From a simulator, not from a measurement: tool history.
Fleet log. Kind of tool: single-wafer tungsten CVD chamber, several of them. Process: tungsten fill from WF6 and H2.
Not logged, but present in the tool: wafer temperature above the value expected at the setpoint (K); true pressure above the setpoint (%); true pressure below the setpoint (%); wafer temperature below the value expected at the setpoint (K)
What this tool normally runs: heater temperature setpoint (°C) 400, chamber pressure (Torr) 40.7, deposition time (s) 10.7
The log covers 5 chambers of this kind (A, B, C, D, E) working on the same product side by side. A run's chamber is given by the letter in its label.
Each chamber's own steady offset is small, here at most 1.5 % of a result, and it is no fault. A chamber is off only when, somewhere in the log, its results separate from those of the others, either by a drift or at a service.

run   hour  heater temperature setpoint (°C)  chamber pressure (Torr)  deposition time (s)  hours since the last thermocouple change  hours since the last manometer calibration  read-back reference wafer on the same gauge, thickness_nm  mean film thickness on the monitor wafer (nm)
 1A   15.3                               400                     40.7                 10.7                                     539.5                                       712.9                                                     42.497                                         35.774
 2E   24.3                               400                     40.7                 10.7                                    1420.7                                      1280.7                                                     42.513                                         35.729
 3C   39.6                               400                     40.7                 10.7                                     310.3                                      1222.2                                                     42.524                                         36.166
 4B   53.0                               400                     40.7                 10.7                                     998.0                                      2535.8                                                     42.534                                         35.690
 5D   66.4                               400                     40.7                 10.7                                      80.0                                       855.0                                                     42.529                                         35.918
 6E   82.6                               400                     40.7                 10.7                                    1479.0                                      1339.0                                                     42.564                                         35.809
 7D   96.8                               400                     40.7                 10.7                                     110.4                                       885.4                                                     42.558                                         35.915
 8C  104.9                               400                     47.0                 10.7                                     375.6                                      1287.5                                                     42.552                                         38.534
 9B  118.2                               400                     47.0                 10.7                                    1063.2                                      2601.0                                                     42.573                                         38.138
10A  134.2                               400                     47.0                 10.7                                     658.4                                       831.8                                                     42.577                                         38.433
11A  144.0                               400                     47.0                 10.7                                     668.2                                       841.6                                                     42.573                                         38.326
12C  151.4                               400                     47.0                 10.7                                     422.1                                      1334.0                                                     42.587                                         38.604
13B  162.4                               400                     40.7                 10.7                                    1107.4                                      2645.2                                                     42.570                                         35.658
14E  176.1                               400                     40.7                 10.7                                    1572.5                                      1432.5                                                     42.593                                         35.911
15D  185.3                               400                     40.7                 10.7                                     198.9                                       973.9                                                     42.612                                         35.905
16D  198.7                               400                     40.7                 10.7                                     212.3                                       987.3                                                     42.604                                         35.869
17B  210.3                               400                     40.7                 10.7                                    1155.3                                      2693.1                                                     42.623                                         35.692
     222.7  -- chamber C: capacitance manometer re-zeroed and calibrated
18A  226.2                               394                     47.5                 10.7                                     750.4                                       923.8                                                     42.640                                         34.483
     240.5  -- chamber E: capacitance manometer re-zeroed and calibrated
19E  241.7                               394                     47.5                 10.7                                    1638.1                                         1.2                                                     42.630                                         34.368
20C  254.8                               394                     47.5                 10.7                                     525.5                                        32.1                                                     42.637                                         34.669
21D  270.6                               394                     47.5                 10.7                                     284.2                                      1059.2                                                     42.650                                         34.564
     273.2  -- chamber B: capacitance manometer re-zeroed and calibrated
22B  284.0                               394                     47.5                 10.7                                    1229.0                                        10.8                                                     42.668                                         34.406
23A  296.4                               400                     40.7                 10.7                                     820.6                                       994.0                                                     42.666                                         35.820
24E  309.1                               400                     40.7                 10.7                                    1705.5                                        68.6                                                     42.673                                         35.812
25C  325.2                               400                     40.7                 10.7                                     595.9                                       102.5                                                     42.694                                         36.252
26C  339.9                               400                     40.7                 10.7                                     610.6                                       117.2                                                     42.686                                         36.306
     344.3  -- chamber A: capacitance manometer re-zeroed and calibrated
27D  349.3                               400                     40.7                 12.3                                     362.9                                      1137.9                                                     42.698                                         41.479
28E  361.3                               400                     40.7                 12.3                                    1757.7                                       120.8                                                     42.696                                         41.296
29B  376.2                               400                     40.7                 12.3                                    1321.2                                       103.0                                                     42.705                                         41.143
30A  390.8                               400                     40.7                 12.3                                     915.0                                        46.5                                                     42.721                                         41.360
31C  400.3                               400                     40.7                 12.3                                     671.0                                       177.6                                                     42.717                                         41.665
32D  412.2                               400                     40.7                 10.7                                     425.8                                      1200.8                                                     42.741                                         36.084
33B  424.8                               400                     40.7                 10.7                                    1369.8                                       151.6                                                     42.739                                         35.864
34E  433.1                               400                     40.7                 10.7                                    1829.5                                       192.6                                                     42.746                                         35.962
35A  440.6                               400                     40.7                 10.7                                     964.8                                        96.3                                                     42.742                                         35.908
36E  450.5                               400                     40.7                 10.7                                    1846.9                                       210.0                                                     42.744                                         35.919
37B  466.7                               400                     40.7                 10.7                                    1411.7                                       193.5                                                     42.778                                         35.852

Is one chamber out of step, is the gauge drifting, or do the chambers differ by no more than their own small offsets? For an off chamber, give its letter and the likeliest cause.

Every chamber seems to shift together because the gauge that measures them all drifts; the chambers themselves are fine.
Cause: gauge reads high (%) = 0.641.

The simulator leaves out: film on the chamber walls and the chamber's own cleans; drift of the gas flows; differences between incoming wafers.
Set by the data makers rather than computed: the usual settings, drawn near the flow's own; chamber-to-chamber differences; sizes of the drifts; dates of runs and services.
